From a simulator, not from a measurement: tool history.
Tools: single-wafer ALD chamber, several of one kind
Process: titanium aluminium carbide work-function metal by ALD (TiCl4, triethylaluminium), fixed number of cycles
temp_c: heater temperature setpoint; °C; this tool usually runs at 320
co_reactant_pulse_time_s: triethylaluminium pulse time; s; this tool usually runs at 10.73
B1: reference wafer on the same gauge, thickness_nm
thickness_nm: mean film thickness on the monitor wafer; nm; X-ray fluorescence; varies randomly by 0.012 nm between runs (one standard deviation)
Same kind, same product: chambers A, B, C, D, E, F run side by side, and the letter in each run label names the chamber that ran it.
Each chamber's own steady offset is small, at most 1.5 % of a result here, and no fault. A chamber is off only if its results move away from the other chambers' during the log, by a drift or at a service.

Run 1D, hour 10.5: usual settings; B1 2.3415. Result: thickness_nm 2.2322 nm.
Run 2C, hour 21.7: usual settings; B1 2.3439. Result: thickness_nm 2.1665 nm.
At hour 27.6: chamber E: thermocouple changed; heater temperature recalibrated.
Run 3B, hour 34.3: usual settings; B1 2.3403. Result: thickness_nm 2.2162 nm.
Run 4F, hour 40.9: usual settings; B1 2.3385. Result: thickness_nm 2.2058 nm.
At hour 45.9: chamber F: thermocouple changed; heater temperature recalibrated.
At hour 46.2: chamber C: triethylaluminium bottle replaced.
Run 5A, hour 48.5: usual settings; B1 2.3403. Result: thickness_nm 2.2183 nm.
Run 6E, hour 56.2: usual settings but co_reactant_pulse_time_s 8.73 s; B1 2.3406. Result: thickness_nm 2.159 nm.
Run 7B, hour 63.7: usual settings but co_reactant_pulse_time_s 8.73 s; B1 2.3377. Result: thickness_nm 2.1275 nm.
Run 8D, hour 73.6: usual settings but co_reactant_pulse_time_s 8.73 s; B1 2.3409. Result: thickness_nm 2.1453 nm.
Run 9F, hour 86.6: usual settings but co_reactant_pulse_time_s 8.73 s; B1 2.3393. Result: thickness_nm 2.1259 nm.
Run 10A, hour 99.7: usual settings but co_reactant_pulse_time_s 8.73 s; B1 2.3406. Result: thickness_nm 2.166 nm.
Run 11C, hour 114: usual settings but co_reactant_pulse_time_s 8.73 s; B1 2.3388. Result: thickness_nm 2.1095 nm.
Run 12E, hour 121: usual settings; B1 2.3403. Result: thickness_nm 2.1983 nm.
Run 13A, hour 129.7: usual settings; B1 2.3427. Result: thickness_nm 2.2056 nm.
At hour 138.7: chamber F: triethylaluminium bottle replaced.
Run 14C, hour 144.7: usual settings; B1 2.3387. Result: thickness_nm 2.1978 nm.
Run 15D, hour 151.5: usual settings; B1 2.3397. Result: thickness_nm 2.2062 nm.
Run 16F, hour 163.9: usual settings; B1 2.337. Result: thickness_nm 2.1805 nm.
Run 17E, hour 178.1: usual settings; B1 2.3379. Result: thickness_nm 2.1744 nm.
Run 18B, hour 185.4: usual settings but temp_c 314 °C, co_reactant_pulse_time_s 8.78 s; B1 2.339. Result: thickness_nm 2.1233 nm.
Run 19C, hour 199: usual settings but temp_c 314 °C, co_reactant_pulse_time_s 8.78 s; B1 2.3364. Result: thickness_nm 2.0897 nm.
Run 20A, hour 209.2: usual settings but temp_c 314 °C, co_reactant_pulse_time_s 8.78 s; B1 2.3409. Result: thickness_nm 2.0771 nm.
At hour 215.4: chamber C: thermocouple changed; heater temperature recalibrated.
Run 21D, hour 220: usual settings but temp_c 314 °C, co_reactant_pulse_time_s 8.78 s; B1 2.3372. Result: thickness_nm 2.0715 nm.
Run 22F, hour 230: usual settings but temp_c 314 °C, co_reactant_pulse_time_s 8.78 s; B1 2.3391. Result: thickness_nm 2.0771 nm.
Run 23B, hour 242.4: usual settings but temp_c 314 °C, co_reactant_pulse_time_s 8.78 s; B1 2.3392. Result: thickness_nm 2.0967 nm.
Run 24E, hour 249.6: usual settings; B1 2.3405. Result: thickness_nm 2.1957 nm.
Run 25A, hour 257.5: usual settings; B1 2.339. Result: thickness_nm 2.2262 nm.
Run 26D, hour 268.1: usual settings but temp_c 315 °C; B1 2.3395. Result: thickness_nm 2.1269 nm.
Run 27B, hour 279.1: usual settings but temp_c 315 °C; B1 2.3404. Result: thickness_nm 2.1807 nm.
Run 28C, hour 293: usual settings but temp_c 315 °C; B1 2.3379. Result: thickness_nm 2.1567 nm.
Run 29F, hour 301.6: usual settings but temp_c 315 °C; B1 2.3407. Result: thickness_nm 2.1245 nm.
At hour 302.3: chamber A: thermocouple changed; heater temperature recalibrated.
Run 30E, hour 313.9: usual settings but temp_c 315 °C; B1 2.3401. Result: thickness_nm 2.159 nm.
Run 31B, hour 325.2: usual settings but temp_c 315 °C; B1 2.3387. Result: thickness_nm 2.1552 nm.
Run 32C, hour 332.8: usual settings; B1 2.3425. Result: thickness_nm 2.1714 nm.
Run 33F, hour 345.3: usual settings; B1 2.3384. Result: thickness_nm 2.1892 nm.
Run 34D, hour 357.7: usual settings; B1 2.3391. Result: thickness_nm 2.1336 nm.
Run 35E, hour 372.4: usual settings; B1 2.341. Result: thickness_nm 2.1935 nm.
Run 36A, hour 384.8: usual settings; B1 2.3417. Result: thickness_nm 2.2294 nm.
Run 37F, hour 397.2: usual settings; B1 2.3392. Result: thickness_nm 2.2039 nm.
Run 38A, hour 405.9: usual settings; B1 2.3385. Result: thickness_nm 2.2273 nm.
Run 39D, hour 416.6: usual settings but temp_c 332 °C, co_reactant_pulse_time_s 7.67 s; B1 2.3429. Result: thickness_nm 1.9789 nm.
Run 40C, hour 429.6: usual settings but temp_c 332 °C, co_reactant_pulse_time_s 7.67 s; B1 2.3407. Result: thickness_nm 2.1792 nm.

What goes on in this fleet: one chamber off, a drifting gauge, or nothing beyond the chambers' own small offsets? Name the chamber and the cause, if any.

Chamber D drifts away from the others.
Likeliest cause: triethylaluminium dose below that of a fresh bottle (%) = 33.9.

Here are 4 candidates for chamber D's next run, each the usual settings with a change, their results left as question marks. Which one brings its results back in line with what the others give on the usual settings?
In line here means within this much of the mean the other chambers give on the usual settings: thickness_nm 0.043 nm
Run 41D-1, hour 440.4: usual settings but co_reactant_pulse_time_s 11.81 s. Result: thickness_nm ?.
Run 41D-2, hour 440.4: usual settings but temp_c 325 °C, co_reactant_pulse_time_s 12.97 s. Result: thickness_nm ?.
Run 41D-3, hour 440.4: usual settings but temp_c 318 °C, co_reactant_pulse_time_s 9.95 s. Result: thickness_nm ?.
Run 41D-4, hour 440.4: usual settings but co_reactant_pulse_time_s 8.87 s. Result: thickness_nm ?.

Other chambers, usual settings, mean: thickness_nm 2.1955 nm
  run  thickness_nm
41D-1        2.1128
41D-2        2.1921
41D-3        2.0142
41D-4        1.9638
41D-2 brings the chamber back in line.
